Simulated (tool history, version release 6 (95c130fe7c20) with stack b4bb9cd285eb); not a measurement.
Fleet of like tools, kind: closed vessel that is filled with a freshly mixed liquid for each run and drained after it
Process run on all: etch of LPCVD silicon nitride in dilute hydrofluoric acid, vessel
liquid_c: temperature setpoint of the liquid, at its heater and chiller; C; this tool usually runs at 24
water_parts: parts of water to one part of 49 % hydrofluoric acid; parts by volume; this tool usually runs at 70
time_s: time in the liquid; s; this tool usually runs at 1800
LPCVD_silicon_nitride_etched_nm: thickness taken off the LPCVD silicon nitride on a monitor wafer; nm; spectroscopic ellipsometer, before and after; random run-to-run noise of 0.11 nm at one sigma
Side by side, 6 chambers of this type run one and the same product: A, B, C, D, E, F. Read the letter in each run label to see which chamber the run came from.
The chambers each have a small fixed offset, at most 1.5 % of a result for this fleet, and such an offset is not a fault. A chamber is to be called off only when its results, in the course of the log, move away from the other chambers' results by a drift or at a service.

run   hour  liquid_c  water_parts  time_s  hours since the thermometer was replaced  hours since the hydrofluoric acid flow meter was replaced  read-back film thickness of the LPCVD silicon nitride reference wafer, read on the same gauge (nm)  LPCVD_silicon_nitride_etched_nm
       5.1  -- chamber A: thermometer replaced
 1E   11.6        24           70    1800                                    1541.8                                                     1196.7                                                                                              40.031                           12.748
 2A   17.3        24           70    1800                                      12.3                                                      248.6                                                                                               39.99                           12.561
 3D     28        24           70    1800                                     928.3                                                     1408.4                                                                                              39.995                           12.671
 4C   39.2        24           70    1800                                     489.4                                                      761.1                                                                                              39.983                           12.601
 5B   46.1        24           70    1800                                     570.8                                                     1152.3                                                                                              40.044                           12.678
 6F   52.6        24           70    1800                                     805.3                                                     1399.1                                                                                              39.979                           12.736
 7A   58.5        24           70    1800                                      53.5                                                      289.8                                                                                                  40                            12.46
 8D   65.3        24           70    1800                                     965.6                                                     1445.7                                                                                              40.027                           12.563
 9F   76.9        24           70    1185                                     829.6                                                     1423.4                                                                                              40.052                            8.291
10B   87.6        24           70    1185                                     612.3                                                     1193.8                                                                                               40.03                           8.2762
11E   93.1        24           70    1185                                    1623.3                                                     1278.2                                                                                              40.015                           8.2427
12C  100.8        24           70    1185                                       551                                                      822.7                                                                                              39.969                           8.2082
13C  107.1        24           70    1185                                     557.3                                                        829                                                                                               39.95                            8.297
14B  114.9        24           70    1185                                     639.6                                                     1221.1                                                                                              39.984                           8.4532
15E  123.4        28           35    1800                                    1653.6                                                     1308.5                                                                                              39.992                           32.983
16A  131.9        28           35    1800                                     126.9                                                      363.2                                                                                              40.073                            31.89
     132.4  -- chamber F: thermometer replaced
17F  140.4        28           35    1800                                         8                                                     1486.9                                                                                              40.034                           32.298
18D  145.8        28           35    1800                                    1046.1                                                     1526.2                                                                                              40.004                           32.365
     150.1  -- chamber B: hydrofluoric acid flow meter replaced
19F  155.7        28           35    1800                                      23.3                                                     1502.2                                                                                              39.977                           32.484
20C  166.8        28           35    1800                                       617                                                      888.7                                                                                              40.028                             31.8
21E  175.5        24           50    1800                                    1705.7                                                     1360.6                                                                                              40.021                           17.653
       180  -- chamber E: thermometer replaced
22B  183.2        24           50    1800                                     707.9                                                       33.1                                                                                              39.958                           17.719
23D  188.5        24           50    1800                                    1088.8                                                     1568.9                                                                                              39.989                           17.518
24A  199.1        24           50    1800                                     194.1                                                      430.4                                                                                               40.02                           17.162
25F  210.4        24           50    1800                                        78                                                     1556.9                                                                                              39.981                           17.375
26A  215.7        24           50    1800                                     210.7                                                        447                                                                                              39.992                            17.38
27B  226.8        24           70    1800                                     751.5                                                       76.7                                                                                              39.982                           12.657
28C  237.1        24           70    1800                                     687.3                                                        959                                                                                              39.972                            12.83
29E  242.9        24           40    1405                                      62.9                                                       1428                                                                                              40.021                           16.703
30D  249.1        24           40    1405                                    1149.4                                                     1629.5                                                                                              40.006                           16.966
31A  254.4        24           40    1405                                     249.4                                                      485.7                                                                                              39.922                           16.947
32C  262.9        24           40    1405                                     713.1                                                      984.8                                                                                              40.056                           17.132
33B  269.5        24           40    1405                                     794.2                                                      119.4                                                                                              39.982                           17.495
34F  279.8        24           40    1405                                     147.4                                                     1626.3                                                                                              40.003                           16.978
35D    288        24           70    1800                                    1188.3                                                     1668.4                                                                                              40.001                           12.681
36E  297.3        24           70    1800                                     117.3                                                     1482.4                                                                                              40.032                           11.792
37F  306.8        24           70    1800                                     174.4                                                     1653.3                                                                                              39.937                            12.64
38C    318        24           70    1800                                     768.2                                                     1039.9                                                                                              40.006                           12.545

Decide between three cases: one chamber stands off from its peers, the gauge reading all wafers drifts, or nothing is wrong past each chamber's small offset. Where a chamber is off, say which and what most likely put it there.

One chamber, E, drifts off from the rest bit by bit.
Most likely cause: hydrofluoric acid flow below the setpoint (%) = 6.78.

Here are 4 candidates for chamber E's next run, each the usual settings with a change, their results left as question marks. Which one brings its results back in line with what the others give on the usual settings?
In-line tolerance around the mean of the other chambers on the usual settings: LPCVD_silicon_nitride_etched_nm 0.37 nm
39E-1  326.5        24           70    1820                                                                                                                                                                                                                                         ?
39E-2  326.5        24           70    1785                                                                                                                                                                                                                                         ?
39E-3  326.5        23           70    1800                                                                                                                                                                                                                                         ?
39E-4  326.5        25           70    1800                                                                                                                                                                                                                                         ?

The mean the other chambers reach with the usual settings: LPCVD_silicon_nitride_etched_nm 12.641 nm
  run  LPCVD_silicon_nitride_etched_nm
39E-1                           11.922
39E-2                           11.693
39E-3                           11.028
39E-4                           12.592
It is 39E-4 that realigns the chamber with its peers.
